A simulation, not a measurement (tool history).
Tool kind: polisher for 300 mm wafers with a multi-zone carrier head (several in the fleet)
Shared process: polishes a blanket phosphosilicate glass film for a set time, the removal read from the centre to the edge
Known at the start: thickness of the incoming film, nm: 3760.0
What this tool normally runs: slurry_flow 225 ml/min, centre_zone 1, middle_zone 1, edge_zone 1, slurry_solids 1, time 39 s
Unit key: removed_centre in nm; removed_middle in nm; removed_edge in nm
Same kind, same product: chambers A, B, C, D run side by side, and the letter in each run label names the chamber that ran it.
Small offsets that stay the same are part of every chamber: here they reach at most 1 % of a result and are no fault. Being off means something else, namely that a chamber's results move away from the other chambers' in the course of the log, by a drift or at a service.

run,hour,slurry_flow,centre_zone,middle_zone,edge_zone,slurry_solids,time,removed_centre,removed_middle,removed_edge
1A,12.8,225,1,1,1,1,39,491.88,498.77,489.66
# hour 14: chamber A: worn pad replaced by a new one
2B,22.9,225,1,1,1,1,39,490.11,493.96,498.69
3C,35,225,1,1,1,1,39,506.09,491.73,491.29
4D,42.3,225,1,1,1,1,39,494.8,498.15,495.92
5B,49.7,225,1,1,1,1,39,493.57,489.49,496.13
# hour 52.9: chamber D: worn pad replaced by a new one
6A,61.2,225,1,1,1,1,39,494.42,494.15,488.63
7C,71.5,225,1,1,1,1,39,486.67,488.65,505.73
# hour 73.5: chamber C: worn pad replaced by a new one
8D,79.6,225,1,1,1,1,39,493.55,495.18,497.35
9D,88.8,225,1,1,1,1,39,496.62,493.98,493.33
10B,98.2,225,1,1,1,1,39,489.03,478.95,486.21
11C,111.1,225,1,1,1,1,39,492.99,492.72,495.41
# hour 119.3: chamber A: worn pad replaced by a new one
12A,121.6,225,1,1,1,1,39,487.07,491.29,504.48
# hour 125.1: chamber D: worn pad replaced by a new one
13B,133.8,225,1,1,1,1,39,477.27,479.71,479.57
# hour 139.3: chamber C: slurry nozzle cleaned
# hour 142.7: chamber A: slurry nozzle cleaned
14C,148,225,1,1,1,1,39,492.14,488.99,495.28
15D,159,225,1,1,1,1,39,495.16,494.55,502.66
# hour 165.4: chamber C: worn pad replaced by a new one
16A,166.9,225,1,1,1,1,39,497.76,495.98,489.98
17C,179.2,225,1,1,1,1,39,498.74,486.94,488.14
18D,189.9,225,1,1,1,1,39,484.68,485.67,502.53
# hour 195.8: chamber D: worn pad replaced by a new one
19A,196.9,225,1,1,1,1,39,492.8,493.94,492.56
# hour 203.8: chamber D: centre zone pressure recalibrated
20B,210.6,225,1,1,1,1,39,458.22,461.56,457.53
# hour 213.6: chamber A: worn pad replaced by a new one
21A,217.5,225,1,1,1,1,39,492.56,502.64,492.6
22C,232.5,225,1,1,1,1,39,495.17,489.11,491.59
23B,243.4,225,0.9,1,1,1,39,412.11,457.89,463.57
24D,250.5,225,0.9,1,1,1,39,452.47,499.2,493.34
# hour 251.3: chamber C: worn pad replaced by a new one
25C,260.6,225,0.9,1,1,1,39,444.1,494.25,487.82
26B,270.3,225,0.9,1,1,1,39,408.82,455.11,458.53

Decide between three cases: one chamber stands off from its peers, the gauge reading all wafers drifts, or nothing is wrong past each chamber's small offset. Where a chamber is off, say which and what most likely put it there.

It is chamber B that slowly wanders off from its peers.
Likeliest cause: removal rate lost through wear of the pad, % = 9.64.

Below are 4 candidate recipes for chamber B's next run, each the usual settings with a change, their results shown as question marks. Which of them brings B's results back in line with what the other chambers give on the usual settings?
A result is in line if it is within this distance of the other chambers' mean on the usual settings: removed_centre 17 nm; removed_middle 18 nm; removed_edge 21 nm
27B-1,281.6,225,1,1,0.99,0.95,36,?,?,?
27B-2,281.6,220,1,1,0.99,0.95,34,?,?,?
27B-3,281.6,225,1,1,1.01,1.05,42,?,?,?
27B-4,281.6,230,1,1,1.01,1.05,45,?,?,?

Usual-settings mean across the other chambers: removed_centre 495.73 nm; removed_middle 494.25 nm; removed_edge 496.77 nm
run,removed_centre,removed_middle,removed_edge
27B-1,402.8,402.24,404.77
27B-2,379.19,378.78,381.45
27B-3,491.84,491.14,499.39
27B-4,528.62,527.7,536.18
The right change is 27B-3: it brings the chamber back within the allowed miss of the others.
